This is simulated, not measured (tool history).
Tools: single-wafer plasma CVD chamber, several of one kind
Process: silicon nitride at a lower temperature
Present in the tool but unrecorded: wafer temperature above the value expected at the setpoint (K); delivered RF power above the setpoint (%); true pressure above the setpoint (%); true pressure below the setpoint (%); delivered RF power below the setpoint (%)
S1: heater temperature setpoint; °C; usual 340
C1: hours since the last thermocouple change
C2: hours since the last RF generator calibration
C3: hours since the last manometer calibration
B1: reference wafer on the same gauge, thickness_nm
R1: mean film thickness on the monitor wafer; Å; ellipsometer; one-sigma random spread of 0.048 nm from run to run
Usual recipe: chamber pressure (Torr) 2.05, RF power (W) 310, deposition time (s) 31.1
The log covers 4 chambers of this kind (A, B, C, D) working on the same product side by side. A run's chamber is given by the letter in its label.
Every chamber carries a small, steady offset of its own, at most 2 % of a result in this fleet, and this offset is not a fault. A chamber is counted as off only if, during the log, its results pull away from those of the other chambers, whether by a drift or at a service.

run 1D hour=4.1 | S1=340 chamber_pressure_(Torr)=2.05 RF_power_(W)=310 deposition_time_(s)=31.1 | C1=567.0 C2=268.0 C3=709.8 | B1=33.897 | R1=398.46
run 2B hour=8.3 | S1=340 chamber_pressure_(Torr)=2.05 RF_power_(W)=310 deposition_time_(s)=31.1 | C1=361.8 C2=1185.1 C3=785.0 | B1=33.891 | R1=398.82
run 3C hour=10.9 | S1=340 chamber_pressure_(Torr)=2.05 RF_power_(W)=310 deposition_time_(s)=31.1 | C1=1083.8 C2=1152.1 C3=1979.7 | B1=33.880 | R1=407.00
run 4A hour=13.9 | S1=340 chamber_pressure_(Torr)=2.05 RF_power_(W)=310 deposition_time_(s)=31.1 | C1=1219.6 C2=305.8 C3=144.9 | B1=33.871 | R1=398.92
run 5A hour=17.3 | S1=340 chamber_pressure_(Torr)=2.05 RF_power_(W)=310 deposition_time_(s)=31.1 | C1=1223.0 C2=309.2 C3=148.3 | B1=33.871 | R1=399.86
run 6C hour=22.4 | S1=340 chamber_pressure_(Torr)=2.05 RF_power_(W)=310 deposition_time_(s)=31.1 | C1=1095.3 C2=1163.6 C3=1991.2 | B1=33.868 | R1=407.47
run 7B hour=27.6 | S1=340 chamber_pressure_(Torr)=2.05 RF_power_(W)=310 deposition_time_(s)=31.1 | C1=381.1 C2=1204.4 C3=804.3 | B1=33.875 | R1=397.79
run 8D hour=30.3 | S1=340 chamber_pressure_(Torr)=2.05 RF_power_(W)=310 deposition_time_(s)=31.1 | C1=593.2 C2=294.2 C3=736.0 | B1=33.863 | R1=397.84
run 9B hour=35.6 | S1=340 chamber_pressure_(Torr)=2.05 RF_power_(W)=310 deposition_time_(s)=31.1 | C1=389.1 C2=1212.4 C3=812.3 | B1=33.850 | R1=397.28
run 10D hour=40.6 | S1=340 chamber_pressure_(Torr)=2.05 RF_power_(W)=310 deposition_time_(s)=31.1 | C1=603.5 C2=304.5 C3=746.3 | B1=33.853 | R1=397.39
run 11C hour=45.7 | S1=340 chamber_pressure_(Torr)=2.05 RF_power_(W)=310 deposition_time_(s)=31.1 | C1=1118.6 C2=1186.9 C3=2014.5 | B1=33.833 | R1=405.50
run 12A hour=48.2 | S1=340 chamber_pressure_(Torr)=2.05 RF_power_(W)=310 deposition_time_(s)=31.1 | C1=1253.9 C2=340.1 C3=179.2 | B1=33.835 | R1=399.62
run 13C hour=51.4 | S1=340 chamber_pressure_(Torr)=2.05 RF_power_(W)=310 deposition_time_(s)=31.1 | C1=1124.3 C2=1192.6 C3=2020.2 | B1=33.831 | R1=405.74
run 14D hour=53.9 | S1=340 chamber_pressure_(Torr)=2.05 RF_power_(W)=310 deposition_time_(s)=31.1 | C1=616.8 C2=317.8 C3=759.6 | B1=33.837 | R1=397.76
run 15A hour=58.5 | S1=340 chamber_pressure_(Torr)=2.05 RF_power_(W)=310 deposition_time_(s)=31.1 | C1=1264.2 C2=350.4 C3=189.5 | B1=33.806 | R1=398.45
run 16B hour=63.2 | S1=333 chamber_pressure_(Torr)=2.05 RF_power_(W)=310 deposition_time_(s)=31.1 | C1=416.7 C2=1240.0 C3=839.9 | B1=33.801 | R1=398.63
run 17D hour=65.7 | S1=333 chamber_pressure_(Torr)=2.05 RF_power_(W)=310 deposition_time_(s)=31.1 | C1=628.6 C2=329.6 C3=771.4 | B1=33.821 | R1=397.73
run 18A hour=68.4 | S1=333 chamber_pressure_(Torr)=2.05 RF_power_(W)=310 deposition_time_(s)=31.1 | C1=1274.1 C2=360.3 C3=199.4 | B1=33.814 | R1=399.74
run 19B hour=71.2 | S1=333 chamber_pressure_(Torr)=2.05 RF_power_(W)=310 deposition_time_(s)=31.1 | C1=424.7 C2=1248.0 C3=847.9 | B1=33.801 | R1=398.12
run 20C hour=76.8 | S1=340 chamber_pressure_(Torr)=2.05 RF_power_(W)=310 deposition_time_(s)=31.1 | C1=1149.7 C2=1218.0 C3=2045.6 | B1=33.804 | R1=406.43
run 21D hour=80.1 | S1=340 chamber_pressure_(Torr)=2.05 RF_power_(W)=310 deposition_time_(s)=31.1 | C1=643.0 C2=344.0 C3=785.8 | B1=33.799 | R1=397.65
run 22B hour=82.9 | S1=340 chamber_pressure_(Torr)=2.05 RF_power_(W)=310 deposition_time_(s)=28.4 | C1=436.4 C2=1259.7 C3=859.6 | B1=33.795 | R1=362.42
run 23C hour=88.4 | S1=340 chamber_pressure_(Torr)=2.05 RF_power_(W)=310 deposition_time_(s)=28.4 | C1=1161.3 C2=1229.6 C3=2057.2 | B1=33.775 | R1=370.32
run 24A hour=91.6 | S1=340 chamber_pressure_(Torr)=2.05 RF_power_(W)=310 deposition_time_(s)=28.4 | C1=1297.3 C2=383.5 C3=222.6 | B1=33.776 | R1=364.18
run 25C hour=94.8 | S1=340 chamber_pressure_(Torr)=2.05 RF_power_(W)=310 deposition_time_(s)=28.4 | C1=1167.7 C2=1236.0 C3=2063.6 | B1=33.757 | R1=370.33
run 26A hour=99.0 | S1=340 chamber_pressure_(Torr)=2.05 RF_power_(W)=310 deposition_time_(s)=31.1 | C1=1304.7 C2=390.9 C3=230.0 | B1=33.776 | R1=398.97
run 27D hour=102.4 | S1=340 chamber_pressure_(Torr)=2.05 RF_power_(W)=310 deposition_time_(s)=31.1 | C1=665.3 C2=366.3 C3=808.1 | B1=33.766 | R1=396.63
run 28B hour=107.9 | S1=340 chamber_pressure_(Torr)=2.05 RF_power_(W)=310 deposition_time_(s)=31.1 | C1=461.4 C2=1284.7 C3=884.6 | B1=33.756 | R1=397.60
run 29C hour=112.6 | S1=340 chamber_pressure_(Torr)=2.05 RF_power_(W)=310 deposition_time_(s)=31.1 | C1=1185.5 C2=1253.8 C3=2081.4 | B1=33.740 | R1=405.33
run 30D hour=115.9 | S1=340 chamber_pressure_(Torr)=2.05 RF_power_(W)=310 deposition_time_(s)=31.1 | C1=678.8 C2=379.8 C3=821.6 | B1=33.743 | R1=395.99
run 31B hour=121.2 | S1=340 chamber_pressure_(Torr)=2.05 RF_power_(W)=310 deposition_time_(s)=31.1 | C1=474.7 C2=1298.0 C3=897.9 | B1=33.750 | R1=397.87

Decide between three cases: one chamber stands off from its peers, the gauge reading all wafers drifts, or nothing is wrong past each chamber's small offset. Where a chamber is off, say which and what most likely put it there.

The gauge drifts, so all chambers seem to drift together. No chamber is off.
Cause: gauge reads low (%) = 0.499.
